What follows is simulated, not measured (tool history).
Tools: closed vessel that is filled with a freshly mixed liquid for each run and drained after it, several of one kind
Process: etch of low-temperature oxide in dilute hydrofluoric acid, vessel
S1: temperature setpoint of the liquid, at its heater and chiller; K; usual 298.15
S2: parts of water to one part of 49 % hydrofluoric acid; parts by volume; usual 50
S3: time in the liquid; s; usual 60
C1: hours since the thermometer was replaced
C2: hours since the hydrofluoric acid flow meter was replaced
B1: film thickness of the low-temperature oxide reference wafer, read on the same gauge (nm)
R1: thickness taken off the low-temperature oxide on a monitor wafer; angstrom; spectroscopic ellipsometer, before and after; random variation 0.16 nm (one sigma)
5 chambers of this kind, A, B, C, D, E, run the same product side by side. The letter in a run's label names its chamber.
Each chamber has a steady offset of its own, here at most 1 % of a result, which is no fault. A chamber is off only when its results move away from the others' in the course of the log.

run	day	S1	S2	S3	C1	C2	B1	R1
1B	0.271	298.15	50	60	880.6	835.3	70.031	165.56
2A	0.512	298.15	50	60	200.7	555.9	70.018	166.5
3D	1.025	298.15	50	60	274.3	149.1	69.989	164.88
4C	1.546	298.15	50	60	2641.2	1312.3	70.031	166.27
5E	2	293.65	50	70	150.9	1496.4	70.005	162.51
6B	2.438	293.65	50	70	932.6	887.3	70.006	159.09
7E	2.725	293.65	50	70	168.3	1513.8	70.011	162.02
8A	2.971	293.65	50	70	259.7	614.9	70.003	160.77
9C	3.329	293.65	50	70	2684	1355.1	69.982	162.9
10D	3.667	298.15	50	60	337.7	212.5	70.009	163.64
11E	4.204	298.15	50	60	203.8	1549.3	69.984	168.9
12B	4.483	298.15	50	60	981.7	936.4	70.009	167.32
13D	4.904	298.15	50	60	367.4	242.2	69.986	170.69
14C	5.15	298.15	50	60	2727.7	1398.8	69.991	164.23
15A	5.583	298.15	50	60	322.4	677.6	69.981	163.95
16A	5.867	298.15	50	60	329.2	684.4	70.039	165.01
17B	6.196	298.15	50	60	1022.8	977.5	69.97	169.26
18E	6.621	302.15	50	60	261.8	1607.3	69.976	196.72
19C	6.925	302.15	50	60	2770.3	1441.4	70.013	199.02
20D	7.462	302.15	50	60	428.8	303.6	70.009	196.06
21D	7.808	302.15	50	60	437.1	311.9	69.989	193.59
# day 8.279: chamber C: thermometer replaced
22E	8.3	302.15	50	60	302.1	1647.6	70.024	194.4
23A	8.671	298.15	50	60	396.5	751.7	69.995	166.26
24B	9	298.15	50	60	1090.1	1044.8	69.981	168.11
25C	9.429	298.15	50	60	27.6	1501.5	70.002	171.39
26E	9.767	298.15	30	60	337.3	1682.8	69.987	286.76
27D	10.167	298.15	30	60	493.7	368.5	70.003	285.87
28A	10.7	298.15	30	60	445.2	800.4	69.985	288.86
29B	10.983	298.15	30	60	1137.7	1092.4	69.979	283.76
30C	11.292	298.15	30	60	72.3	1546.2	70.005	300.11
31D	11.583	298.15	50	60	527.7	402.5	69.98	168.76
32C	12.058	298.15	50	60	90.7	1564.6	69.994	174.48
33A	12.512	298.15	50	60	488.7	843.9	69.993	165.74
34E	12.804	298.15	50	60	410.2	1755.7	70.014	164.79
35B	13.142	298.15	50	60	1189.5	1144.2	70.022	166.55
# day 13.158: chamber B: hydrofluoric acid flow meter replaced
# day 13.429: chamber A: hydrofluoric acid flow meter replaced
36A	13.65	298.15	50	60	516	5.3	70.027	166.5
37C	13.908	298.15	50	60	135.1	1609	70.005	176.21
38D	14.208	294.15	50	60	590.7	465.5	70.015	141.34
39E	14.546	294.15	50	60	452	1797.5	69.998	141.45
40B	14.888	294.15	50	60	1231.4	41.5	70.006	140.33
41E	15.15	294.15	50	60	466.5	1812	69.996	141.56

What goes on in this fleet: one chamber off, a drifting gauge, or nothing beyond the chambers' own small offsets? Name the chamber and the cause, if any.

Chamber C drifts away from the others.
Cause: hydrofluoric acid flow above the setpoint (%) = 9.6.

Here are 4 candidates for chamber C's next run, each the usual settings with a change, their results left as question marks. Which one brings its results back in line with what the others give on the usual settings?
In line means no further than this from the other chambers' mean on the usual settings: R1 5.6 angstrom
42C-1	15.533	298.15	50	65				?
42C-2	15.533	296.15	50	60				?
42C-3	15.533	294.65	50	60				?
42C-4	15.533	301.65	50	60				?

The other chambers' mean on the usual settings: R1 166.44 angstrom
run	R1
42C-1	196.9
42C-2	167.42
42C-3	157.29
42C-4	209.21
42C-2 brings the chamber back in line.
